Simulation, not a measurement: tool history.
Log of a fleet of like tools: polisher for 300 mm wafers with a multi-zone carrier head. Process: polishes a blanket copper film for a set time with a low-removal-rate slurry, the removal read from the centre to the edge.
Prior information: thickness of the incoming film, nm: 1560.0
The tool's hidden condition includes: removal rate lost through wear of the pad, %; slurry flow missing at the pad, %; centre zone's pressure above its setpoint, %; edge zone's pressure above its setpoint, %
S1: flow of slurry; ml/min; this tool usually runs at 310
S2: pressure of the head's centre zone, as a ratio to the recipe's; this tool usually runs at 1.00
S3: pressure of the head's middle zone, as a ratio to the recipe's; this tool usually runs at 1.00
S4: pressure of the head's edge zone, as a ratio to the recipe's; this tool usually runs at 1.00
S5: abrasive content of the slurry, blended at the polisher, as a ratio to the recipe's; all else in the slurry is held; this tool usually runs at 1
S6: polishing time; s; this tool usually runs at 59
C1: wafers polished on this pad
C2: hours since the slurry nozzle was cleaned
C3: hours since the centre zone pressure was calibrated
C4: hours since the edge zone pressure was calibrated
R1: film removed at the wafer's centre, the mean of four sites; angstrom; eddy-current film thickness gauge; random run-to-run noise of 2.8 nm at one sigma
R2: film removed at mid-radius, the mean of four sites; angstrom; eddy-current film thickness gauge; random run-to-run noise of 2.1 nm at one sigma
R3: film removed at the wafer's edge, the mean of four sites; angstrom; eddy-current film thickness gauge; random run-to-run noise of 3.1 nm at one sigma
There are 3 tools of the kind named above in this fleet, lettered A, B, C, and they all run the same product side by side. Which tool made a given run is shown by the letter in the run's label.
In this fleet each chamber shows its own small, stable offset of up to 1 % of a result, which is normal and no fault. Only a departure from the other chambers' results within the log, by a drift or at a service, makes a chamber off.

run,hour,S1,S2,S3,S4,S5,S6,C1,C2,C3,C4,R1,R2,R3
# hour 3.2: chamber A: edge zone pressure recalibrated
1A,8.2,310,1.00,1.00,1.00,1,59,454,33.8,112.3,5.1,2146.3,2127.4,2242.5
# hour 14.5: chamber C: edge zone pressure recalibrated
2C,17.4,310,1.00,1.00,1.00,1,59,576,69.6,539.2,3.0,2214.9,2143.2,2208.7
3B,26.3,310,1.00,1.00,1.00,1,59,1031,192.0,222.0,219.0,2213.2,2160.9,2126.2
# hour 27.6: chamber B: worn pad replaced by a new one
4C,34.2,310,1.00,1.00,1.00,1,59,757,86.4,556.0,19.8,2194.3,2138.3,2214.0
5A,38.7,310,1.00,1.00,1.00,1,59,781,64.3,142.8,35.6,2145.4,2161.2,2170.7
6B,48.2,400,1.00,1.00,1.00,1,59,221,213.9,243.9,240.9,2244.5,2225.2,2200.4
# hour 51.1: chamber A: worn pad replaced by a new one
7B,58.1,400,1.00,1.00,1.00,1,59,327,223.8,253.8,250.8,2209.6,2203.9,2144.2
8C,63.9,400,1.00,1.00,1.00,1,59,1076,116.1,585.7,49.5,2300.2,2181.0,2228.4
9A,68.9,310,1.00,1.00,1.00,1,59,192,94.5,173.0,65.8,2215.1,2182.5,2187.6
10A,75.6,310,1.05,1.00,1.00,1,77,264,101.2,179.7,72.5,3003.3,2832.3,2945.4
# hour 78.4: chamber C: worn pad replaced by a new one
11C,84.8,310,1.05,1.00,1.00,1,77,69,137.0,606.6,70.4,2986.8,2794.7,2890.6
# hour 85.1: chamber B: centre zone pressure recalibrated
12B,94.6,310,1.05,1.00,1.00,1,77,720,260.3,9.5,287.3,2959.6,2840.0,2804.8
13C,101.7,310,1.00,1.00,1.00,1,59,250,153.9,623.5,87.3,2143.8,2170.4,2183.5
14B,106.8,310,1.00,1.00,1.00,1,59,851,272.5,21.7,299.5,2204.1,2132.8,2159.7
15A,113.1,310,1.00,1.00,1.00,1,59,666,138.7,217.2,110.0,2175.6,2131.1,2203.5
# hour 122.2: chamber B: worn pad replaced by a new one
16C,122.8,310,1.00,1.00,1.00,1,59,477,175.0,644.6,108.4,2222.6,2175.7,2209.6
17B,131.3,310,1.00,1.00,0.93,1,69,98,297.0,46.2,324.0,2538.3,2532.2,2461.4
18A,138.4,310,1.00,1.00,0.93,1,69,938,164.0,242.5,135.3,2530.2,2501.5,2486.0
19A,144.8,310,1.00,1.00,0.93,1,69,1007,170.4,248.9,141.7,2517.0,2565.5,2504.0
# hour 147.9: chamber A: worn pad replaced by a new one
20B,152.6,310,1.00,1.00,1.00,1,59,327,318.3,67.5,345.3,2170.6,2178.2,2211.1
21C,162.4,310,1.00,1.00,1.00,1,59,902,214.6,684.2,148.0,2215.4,2185.0,2139.3
22C,167.1,310,1.00,1.00,1.00,1,59,953,219.3,688.9,152.7,2248.4,2146.9,2217.0
23A,177.0,310,1.00,1.00,1.00,1,59,313,202.6,281.1,173.9,2132.6,2191.2,2194.1
24B,181.6,310,1.00,1.00,1.00,1,59,638,347.3,96.5,374.3,2173.8,2157.4,2173.8
25B,186.2,265,1.00,1.00,1.00,1,59,688,351.9,101.1,378.9,2176.4,2089.4,2137.4
# hour 188.4: chamber C: worn pad replaced by a new one
26C,194.9,265,1.00,1.00,1.00,1,59,70,247.1,716.7,180.5,2252.4,2113.2,2180.8
27A,204.9,265,1.00,1.00,1.00,1,59,613,230.5,309.0,201.8,2137.6,2141.1,2107.6
28B,213.8,310,1.00,1.00,1.00,1,59,984,379.5,128.7,406.5,2193.2,2200.7,2129.1
# hour 215.0: chamber B: worn pad replaced by a new one
29C,219.8,310,1.00,1.00,1.00,1,71,338,272.0,741.6,205.4,2803.4,2620.8,2624.3
30A,225.4,310,1.00,1.00,1.00,1,71,833,251.0,329.5,222.3,2629.9,2586.5,2644.6
31C,231.0,310,1.00,1.00,1.00,1,71,458,283.2,752.8,216.6,2784.1,2573.0,2611.0
# hour 235.8: chamber A: slurry nozzle cleaned
32B,240.9,310,1.00,1.00,1.00,1,59,278,406.6,155.8,433.6,2172.8,2157.4,2174.0
# hour 246.7: chamber A: worn pad replaced by a new one
33A,251.2,310,1.00,1.00,1.00,1,59,49,15.4,355.3,248.1,2164.8,2223.5,2203.7
34A,260.1,310,1.00,1.00,1.00,1,59,144,24.3,364.2,257.0,2181.2,2205.2,2236.3
35B,266.1,310,1.00,1.00,1.00,1,59,549,431.8,181.0,458.8,2145.4,2150.8,2165.1
36C,274.7,310,1.00,1.00,1.00,1,59,927,326.9,796.5,260.3,2391.6,2165.1,2173.5
37A,284.0,310,1.00,1.08,0.96,1,59,401,48.2,388.1,280.9,2140.3,2330.6,2192.3
38C,291.4,310,1.00,1.08,0.96,1,59,1107,343.6,813.2,277.0,2388.5,2344.1,2167.2
39B,300.3,310,1.00,1.08,0.96,1,59,916,466.0,215.2,493.0,2136.7,2330.2,2068.4
40C,309.8,310,1.00,1.00,1.00,1,59,1304,362.0,831.6,295.4,2420.1,2130.2,2209.9
41A,315.0,310,1.00,1.00,1.00,1,59,734,79.2,419.1,311.9,2171.2,2154.4,2150.1

What goes on in this fleet: one chamber off, a drifting gauge, or nothing beyond the chambers' own small offsets? Name the chamber and the cause, if any.

Little by little, chamber C moves away from the other chambers.
Most likely cause: centre zone's pressure above its setpoint, % = 10.8.

Here are 4 candidates for chamber C's next run, each the usual settings with a change, their results left as question marks. Which one brings its results back in line with what the others give on the usual settings?
A result is in line if it is within this distance of the other chambers' mean on the usual settings: R1 99.0 angstrom; R2 74.0 angstrom; R3 110.0 angstrom
42C-1,322.3,310,1.02,0.99,0.99,1,59,,,,,?,?,?
42C-2,322.3,305,0.91,1.02,1.03,1,58,,,,,?,?,?
42C-3,322.3,315,1.09,0.98,0.97,1,60,,,,,?,?,?
42C-4,322.3,310,0.98,1.01,1.01,1,59,,,,,?,?,?

Usual-settings mean across the other chambers: R1 2180.9 angstrom; R2 2172.5 angstrom; R3 2180.6 angstrom
run,R1,R2,R3
42C-1,2522.7,2143.3,2157.0
42C-2,2187.9,2162.6,2161.0
42C-3,2759.9,2162.1,2173.5
42C-4,2416.2,2182.9,2178.8
42C-2 is the one that brings the chamber's results back in line with the other chambers.
